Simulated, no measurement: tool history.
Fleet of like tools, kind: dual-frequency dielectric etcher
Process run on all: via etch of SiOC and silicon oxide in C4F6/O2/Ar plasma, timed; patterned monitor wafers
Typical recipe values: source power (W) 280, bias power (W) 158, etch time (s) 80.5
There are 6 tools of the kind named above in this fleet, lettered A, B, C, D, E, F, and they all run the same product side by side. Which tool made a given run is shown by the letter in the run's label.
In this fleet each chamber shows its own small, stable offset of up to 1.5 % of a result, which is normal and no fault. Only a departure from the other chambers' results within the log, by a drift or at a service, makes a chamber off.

run,day,source power (W),bias power (W),etch time (s),hours since the last wet clean,hours since the last source power generator calibration,hours since the last bias power generator calibration,"read-back reference wafer on the same gauge, depth_nm",mean etch depth across the wafer (nm)
1E,0.471,280,158,80.5,164.1,3232.0,2395.4,81.144,75.945
2C,0.846,280,158,80.5,115.6,1180.0,1148.5,81.115,76.611
3B,1.379,280,158,80.5,73.2,307.1,1318.7,81.146,76.701
# day 1.621: chamber F: source power generator calibrated
4F,1.762,280,158,80.5,94.1,3.5,1343.5,81.167,74.840
5A,2.338,280,158,80.5,263.7,83.6,1436.4,81.068,75.872
6D,2.896,280,158,80.5,429.6,1899.9,1934.3,81.102,75.691
7E,3.400,280,158,80.5,234.4,3302.3,2465.7,81.100,75.769
8F,3.908,280,158,80.5,145.6,55.0,1395.0,81.089,74.942
9B,4.317,280,158,80.5,143.7,377.6,1389.2,81.197,76.872
10C,4.600,280,158,80.5,205.7,1270.1,1238.6,81.063,76.609
# day 4.692: chamber A: bias power generator calibrated
11A,4.908,310,134,80.5,325.4,145.3,5.2,81.173,74.985
12D,5.271,310,134,80.5,486.6,1956.9,1991.3,80.996,74.807
13B,5.696,310,134,80.5,176.8,410.7,1422.3,81.021,75.786
14C,6.112,310,134,80.5,242.0,1306.4,1274.9,81.147,76.168
15D,6.492,310,134,80.5,515.9,1986.2,2020.6,81.062,74.398
16A,7.058,310,134,80.5,377.0,196.9,56.8,81.198,74.244
17E,7.679,280,158,80.5,337.1,3405.0,2568.4,81.062,75.657
18F,7.996,280,158,80.5,243.7,153.1,1493.1,81.150,75.440
19E,8.542,280,158,80.5,357.8,3425.7,2589.1,81.074,75.977
20D,8.958,280,158,80.5,575.1,2045.4,2079.8,81.158,75.593
21C,9.504,280,158,80.5,323.4,1387.8,1356.3,80.999,76.543
22A,9.833,280,158,80.5,443.6,263.5,123.4,81.081,75.168
23B,10.400,280,158,80.5,289.7,523.6,1535.2,80.997,76.675
# day 10.758: chamber D: wet clean of the chamber
24F,10.879,280,158,80.5,312.9,222.3,1562.3,81.051,75.177
25F,11.238,280,158,61.0,321.5,230.9,1570.9,81.089,56.244
# day 11.312: chamber F: wet clean of the chamber
# day 11.483: chamber A: wet clean of the chamber
26A,11.779,280,158,61.0,7.1,310.2,170.1,81.083,57.390
27E,12.375,280,158,61.0,449.8,3517.7,2681.1,81.112,57.478
28C,12.892,280,158,61.0,404.7,1469.1,1437.6,81.142,58.892
29B,13.467,280,158,61.0,363.3,597.2,1608.8,81.105,57.661
# day 13.592: chamber E: bias power generator calibrated
30D,14.004,280,158,61.0,77.9,2166.5,2200.9,81.055,56.998
31A,14.612,280,158,80.5,75.1,378.2,238.1,81.064,75.925
32C,15.079,280,158,80.5,457.2,1521.6,1490.1,81.159,77.176
33B,15.654,280,158,80.5,415.8,649.7,1661.3,81.127,76.014
34F,16.050,280,158,80.5,113.8,346.4,1686.4,81.095,75.251
35E,16.579,280,158,80.5,550.7,3618.6,71.7,81.095,76.207
36D,16.992,280,158,80.5,149.6,2238.2,2272.6,81.079,75.483

Each of the 6 chambers runs these same settings next. Fill in every chamber's results:
37A,17.454,280,158,80.5,,,,,?
37B,17.454,280,158,80.5,,,,,?
37C,17.454,280,158,80.5,,,,,?
37D,17.454,280,158,80.5,,,,,?
37E,17.454,280,158,80.5,,,,,?
37F,17.454,280,158,80.5,,,,,?

run,mean etch depth across the wafer (nm)
37A,75.191
37B,76.269
37C,76.645
37D,75.188
37E,75.153
37F,75.122
